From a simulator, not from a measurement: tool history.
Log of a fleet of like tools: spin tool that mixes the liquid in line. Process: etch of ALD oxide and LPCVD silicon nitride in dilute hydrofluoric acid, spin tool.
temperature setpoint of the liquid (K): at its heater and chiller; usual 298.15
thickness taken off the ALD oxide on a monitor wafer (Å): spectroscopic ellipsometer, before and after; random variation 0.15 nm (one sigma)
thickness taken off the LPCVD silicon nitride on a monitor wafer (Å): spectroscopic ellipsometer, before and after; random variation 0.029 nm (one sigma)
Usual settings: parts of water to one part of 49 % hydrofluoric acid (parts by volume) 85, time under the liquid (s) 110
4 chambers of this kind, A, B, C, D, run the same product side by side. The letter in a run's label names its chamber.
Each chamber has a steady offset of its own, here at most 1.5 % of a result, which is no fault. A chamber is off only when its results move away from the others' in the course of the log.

run,day,temperature setpoint of the liquid (K),parts of water to one part of 49 % hydrofluoric acid (parts by volume),time under the liquid (s),hours since the thermometer was replaced,hours since the hydrofluoric acid flow meter was replaced,"read-back film thickness of the ALD oxide reference wafer, read on the same gauge (nm)","read-back film thickness of the LPCVD silicon nitride reference wafer, read on the same gauge (nm)",thickness taken off the ALD oxide on a monitor wafer (Å),thickness taken off the LPCVD silicon nitride on a monitor wafer (Å)
1B,0.167,298.15,85,110,364.3,213.3,130.01,50.010,448.13,7.2889
2D,0.454,298.15,85,110,2075.9,243.6,130.04,50.006,451.09,7.2019
3A,0.604,298.15,85,110,422.1,670.3,129.98,49.985,449.29,7.2421
4C,0.858,298.15,85,110,470.7,881.7,129.98,50.006,446.05,7.5759
5B,1.021,298.15,85,110,384.8,233.8,130.00,49.990,446.31,7.3922
6C,1.258,298.15,85,110,480.3,891.3,130.01,49.997,446.37,7.2136
7D,1.533,298.15,85,110,2101.8,269.5,129.99,49.987,449.74,7.5663
8A,1.704,298.15,85,110,448.5,696.7,129.93,50.000,448.35,7.3751
9A,1.992,298.15,85,110,455.4,703.6,130.01,50.022,448.29,6.6356
# day 2.100: chamber A: hydrofluoric acid flow meter replaced
10B,2.267,298.15,85,110,414.7,263.7,130.00,49.996,447.99,6.9991
11C,2.592,298.15,85,110,512.3,923.3,130.07,50.006,444.52,7.1773
12D,2.904,298.15,85,110,2134.7,302.4,129.96,50.006,451.82,7.0190
13D,3.212,298.15,85,110,2142.1,309.8,130.00,49.992,450.10,6.8836
14A,3.446,298.15,85,110,490.3,32.4,130.02,50.010,448.22,7.6998
15C,3.679,298.15,85,110,538.4,949.4,130.00,49.975,445.49,7.1385
16B,3.838,298.15,85,110,452.4,301.4,130.02,50.025,449.63,7.6826
17C,4.112,298.15,85,110,548.8,959.8,129.97,50.010,446.90,7.3533
18D,4.367,298.15,85,110,2169.8,337.5,129.97,49.997,450.14,7.5946
19B,4.629,298.15,85,110,471.4,320.4,129.98,49.977,445.66,7.3908
20A,4.817,298.15,85,110,523.2,65.3,130.07,50.004,450.54,7.3712
21B,5.067,298.15,85,110,481.9,330.9,129.99,49.995,449.29,7.4701
22C,5.346,298.15,85,140,578.4,989.4,130.02,49.995,567.80,9.7106
23D,5.517,298.15,85,140,2197.4,365.1,130.00,49.976,568.71,8.7995
24A,5.842,298.15,85,140,547.8,89.9,130.02,50.000,569.73,8.9010
25A,6.162,298.15,85,140,555.5,97.6,130.05,49.969,572.97,9.5758
26B,6.329,298.15,85,110,512.2,361.2,130.00,49.972,449.63,7.4745
27D,6.612,298.15,85,110,2223.7,391.4,130.03,50.003,448.90,7.2714
28C,6.921,298.15,85,110,616.2,1027.2,130.04,49.978,447.07,7.8106
29B,7.129,298.15,85,110,531.4,380.4,130.00,50.006,446.53,7.3222
30A,7.371,298.15,85,110,584.5,126.6,129.97,49.961,448.05,7.7091
31C,7.542,299.65,85,155,631.1,1042.1,130.00,49.992,668.91,11.0180
32D,7.792,299.65,85,155,2252.0,419.7,130.03,49.990,674.71,11.1970
33B,7.962,299.65,85,155,551.4,400.4,130.04,50.008,668.85,11.4140
34D,8.304,299.65,85,155,2264.3,432.0,129.99,50.008,675.31,11.0000
35C,8.454,298.15,85,110,653.0,1064.0,129.97,50.008,445.61,7.5956
36A,8.712,298.15,85,110,616.7,158.8,130.01,49.990,448.87,7.1824
37C,8.933,298.15,85,110,664.5,1075.5,130.03,49.996,447.16,7.5127
38D,9.200,298.15,85,110,2285.8,453.5,130.01,50.005,450.06,7.8616
39B,9.379,298.15,85,110,585.4,434.4,130.00,49.956,446.13,7.2120
40A,9.608,298.15,85,110,638.2,180.3,129.95,49.990,447.06,7.1859

Is one chamber off against the others, does the gauge drift, or is nothing wrong? If a chamber is off, say which, and what the likeliest cause is.

No chamber stands off beyond its own small offset, and the gauge holds steady.
